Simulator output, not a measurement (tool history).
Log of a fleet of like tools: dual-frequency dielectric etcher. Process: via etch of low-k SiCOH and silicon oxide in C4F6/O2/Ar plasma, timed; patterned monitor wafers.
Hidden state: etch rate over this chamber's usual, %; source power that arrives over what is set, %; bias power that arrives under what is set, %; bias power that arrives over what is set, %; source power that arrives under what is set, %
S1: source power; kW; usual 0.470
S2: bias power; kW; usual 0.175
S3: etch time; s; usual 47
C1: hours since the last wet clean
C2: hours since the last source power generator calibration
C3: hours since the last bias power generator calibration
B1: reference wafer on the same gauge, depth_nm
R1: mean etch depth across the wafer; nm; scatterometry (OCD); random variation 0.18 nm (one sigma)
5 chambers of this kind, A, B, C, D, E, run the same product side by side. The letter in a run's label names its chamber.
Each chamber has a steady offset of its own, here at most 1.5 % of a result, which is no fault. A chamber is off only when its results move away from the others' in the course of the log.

| run | hour | S1 | S2 | S3 | C1 | C2 | C3 | B1 | R1 |
|---|---|---|---|---|---|---|---|---|---|
| 1E | 10.4 | 0.470 | 0.175 | 47 | 255.2 | 1208.1 | 779.1 | 125.02 | 118.31 |
| 2B | 16.0 | 0.470 | 0.175 | 47 | 175.2 | 1150.1 | 1470.3 | 125.10 | 118.14 |
| 3D | 23.3 | 0.470 | 0.175 | 47 | 269.9 | 2415.9 | 1725.7 | 125.04 | 117.45 |
| 4A | 30.3 | 0.470 | 0.175 | 47 | 301.0 | 1715.2 | 1678.4 | 125.07 | 117.87 |
| 5C | 38.2 | 0.470 | 0.175 | 47 | 385.6 | 3065.5 | 2967.1 | 125.13 | 118.84 |
|  | 38.5 | chamber A: wet clean of the chamber |
| 6C | 48.5 | 0.470 | 0.175 | 47 | 395.9 | 3075.8 | 2977.4 | 125.19 | 118.63 |
| 7E | 59.0 | 0.570 | 0.147 | 47 | 303.8 | 1256.7 | 827.7 | 125.18 | 120.50 |
| 8A | 65.2 | 0.570 | 0.147 | 47 | 26.7 | 1750.1 | 1713.3 | 125.23 | 120.82 |
| 9B | 74.9 | 0.570 | 0.147 | 47 | 234.1 | 1209.0 | 1529.2 | 125.28 | 121.12 |
| 10D | 85.1 | 0.570 | 0.147 | 47 | 331.7 | 2477.7 | 1787.5 | 125.27 | 120.65 |
| 11E | 92.5 | 0.570 | 0.147 | 47 | 337.3 | 1290.2 | 861.2 | 125.28 | 121.30 |
| 12C | 97.7 | 0.470 | 0.144 | 56 | 445.1 | 3125.0 | 3026.6 | 125.30 | 133.69 |
| 13B | 102.8 | 0.470 | 0.144 | 56 | 262.0 | 1236.9 | 1557.1 | 125.39 | 132.71 |
| 14A | 107.9 | 0.470 | 0.144 | 56 | 69.4 | 1792.8 | 1756.0 | 125.39 | 132.81 |
|  | 112.2 | chamber D: wet clean of the chamber |
| 15D | 114.0 | 0.470 | 0.144 | 56 | 1.9 | 2506.6 | 1816.4 | 125.40 | 132.18 |
| 16A | 122.5 | 0.470 | 0.144 | 56 | 84.0 | 1807.4 | 1770.6 | 125.41 | 133.27 |
| 17E | 130.1 | 0.470 | 0.175 | 47 | 374.9 | 1327.8 | 898.8 | 125.41 | 118.53 |
| 18C | 135.7 | 0.470 | 0.175 | 47 | 483.1 | 3163.0 | 3064.6 | 125.47 | 118.76 |
| 19D | 143.6 | 0.470 | 0.175 | 47 | 31.5 | 2536.2 | 1846.0 | 125.45 | 117.80 |
| 20B | 153.3 | 0.470 | 0.175 | 47 | 312.5 | 1287.4 | 1607.6 | 125.55 | 118.31 |
| 21A | 158.0 | 0.470 | 0.134 | 58 | 119.5 | 1842.9 | 1806.1 | 125.54 | 135.29 |
|  | 163.5 | chamber C: source power generator calibrated |
| 22C | 167.7 | 0.470 | 0.134 | 58 | 515.1 | 4.3 | 3096.6 | 125.55 | 135.91 |
| 23E | 173.8 | 0.470 | 0.134 | 58 | 418.6 | 1371.5 | 942.5 | 125.61 | 135.49 |
| 24B | 180.6 | 0.470 | 0.134 | 58 | 339.8 | 1314.7 | 1634.9 | 125.58 | 134.55 |
| 25D | 186.9 | 0.470 | 0.134 | 58 | 74.8 | 2579.5 | 1889.3 | 125.66 | 134.22 |
| 26C | 192.6 | 0.470 | 0.175 | 47 | 540.0 | 29.2 | 3121.5 | 125.63 | 119.37 |
| 27E | 198.7 | 0.470 | 0.175 | 60 | 443.5 | 1396.4 | 967.4 | 125.69 | 151.03 |
| 28A | 204.9 | 0.470 | 0.175 | 60 | 166.4 | 1889.8 | 1853.0 | 125.77 | 151.92 |
| 29B | 210.7 | 0.470 | 0.175 | 60 | 369.9 | 1344.8 | 1665.0 | 125.76 | 151.22 |
| 30D | 218.2 | 0.470 | 0.175 | 60 | 106.1 | 2610.8 | 1920.6 | 125.79 | 150.93 |
| 31E | 228.7 | 0.470 | 0.175 | 60 | 473.5 | 1426.4 | 997.4 | 125.76 | 151.41 |

What goes on in this fleet: one chamber off, a drifting gauge, or nothing beyond the chambers' own small offsets? Name the chamber and the cause, if any.

The gauge drifts, so all chambers seem to drift together. No chamber is off.
Cause: gauge reads high (%) = 0.647.

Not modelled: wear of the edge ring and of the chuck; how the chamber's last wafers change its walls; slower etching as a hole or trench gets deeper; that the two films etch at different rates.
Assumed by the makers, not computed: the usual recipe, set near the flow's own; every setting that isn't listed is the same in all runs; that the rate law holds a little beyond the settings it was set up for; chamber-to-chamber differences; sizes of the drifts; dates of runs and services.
